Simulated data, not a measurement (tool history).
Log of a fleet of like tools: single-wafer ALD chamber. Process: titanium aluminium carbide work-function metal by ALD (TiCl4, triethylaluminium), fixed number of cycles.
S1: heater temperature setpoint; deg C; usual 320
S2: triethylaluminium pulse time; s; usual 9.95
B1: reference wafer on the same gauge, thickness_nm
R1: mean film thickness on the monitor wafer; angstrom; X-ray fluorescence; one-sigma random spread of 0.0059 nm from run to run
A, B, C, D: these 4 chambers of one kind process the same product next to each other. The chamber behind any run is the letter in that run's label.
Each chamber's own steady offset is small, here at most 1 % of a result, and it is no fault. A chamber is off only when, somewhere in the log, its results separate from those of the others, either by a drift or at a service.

| run | hour | S1 | S2 | B1 | R1 |
|---|---|---|---|---|---|
| 1B | 9 | 320 | 9.95 | 2.4902 | 21.747 |
| 2C | 20.7 | 320 | 9.95 | 2.491 | 21.91 |
| 3A | 31.6 | 320 | 9.95 | 2.4908 | 21.643 |
| 4D | 41.3 | 320 | 9.95 | 2.491 | 21.879 |
| 5D | 49 | 320 | 9.95 | 2.4889 | 21.725 |
| 6A | 56.9 | 320 | 9.95 | 2.4892 | 21.753 |
| 7C | 67.3 | 320 | 9.95 | 2.4893 | 22.013 |
| 8B | 79.5 | 320 | 9.95 | 2.489 | 21.643 |
| 9A | 85.7 | 315 | 6.32 | 2.4899 | 19.429 |
| 10D | 94.4 | 315 | 6.32 | 2.4925 | 19.498 |
| 11C | 101.8 | 315 | 6.32 | 2.4905 | 19.766 |
| 12B | 109.2 | 315 | 6.32 | 2.4888 | 19.502 |
| 13C | 116.1 | 320 | 9.95 | 2.4903 | 22.022 |
| 14B | 128.8 | 320 | 9.95 | 2.4909 | 21.724 |
| 15A | 137.2 | 320 | 9.95 | 2.4901 | 21.786 |
| 16D | 143.4 | 311 | 9.95 | 2.4898 | 21.014 |
| 17B | 153.5 | 311 | 9.95 | 2.4873 | 20.839 |
| 18C | 166.2 | 311 | 9.95 | 2.49 | 21.176 |
| 19D | 178.9 | 311 | 9.95 | 2.4916 | 20.878 |
| 20A | 188.1 | 320 | 9.95 | 2.4907 | 21.702 |
| 21C | 195.9 | 320 | 9.95 | 2.4901 | 21.893 |
| 22D | 207.5 | 320 | 9.95 | 2.4921 | 21.653 |
| 23A | 221 | 320 | 9.95 | 2.4904 | 21.692 |
| 24B | 231.8 | 320 | 9.95 | 2.4899 | 21.691 |
| 25D | 240.3 | 320 | 9.95 | 2.4891 | 21.608 |
| 26A | 249.6 | 320 | 9.95 | 2.4893 | 21.807 |
| 27C | 262.9 | 320 | 9.95 | 2.4901 | 22.013 |
| 28B | 270 | 333 | 12.72 | 2.4925 | 23.319 |
| 29A | 281.4 | 333 | 12.72 | 2.4891 | 23.322 |
| 30B | 287.8 | 333 | 12.72 | 2.4901 | 23.16 |
| 31D | 300.9 | 333 | 12.72 | 2.4915 | 23.219 |
| 32C | 310.6 | 331 | 9.95 | 2.4898 | 22.887 |
| 33D | 321.8 | 331 | 9.95 | 2.4898 | 22.435 |
| 34B | 334.4 | 331 | 9.95 | 2.4907 | 22.684 |
| 35A | 340.6 | 331 | 9.95 | 2.49 | 22.601 |
| 36C | 347.4 | 313 | 7.45 | 2.4898 | 20.43 |
| 37D | 355.6 | 313 | 7.45 | 2.4887 | 19.662 |
| 38B | 368 | 313 | 7.45 | 2.49 | 20.18 |
| 39C | 376.3 | 313 | 7.45 | 2.4906 | 20.446 |

Next, every chamber runs the same settings. What will each give?
| 40A | 386.1 | 320 | 9.95 |  | ? |
| 40B | 386.1 | 320 | 9.95 |  | ? |
| 40C | 386.1 | 320 | 9.95 |  | ? |
| 40D | 386.1 | 320 | 9.95 |  | ? |

| run | R1 |
|---|---|
| 40A | 21.779 |
| 40B | 21.582 |
| 40C | 21.988 |
| 40D | 21.388 |
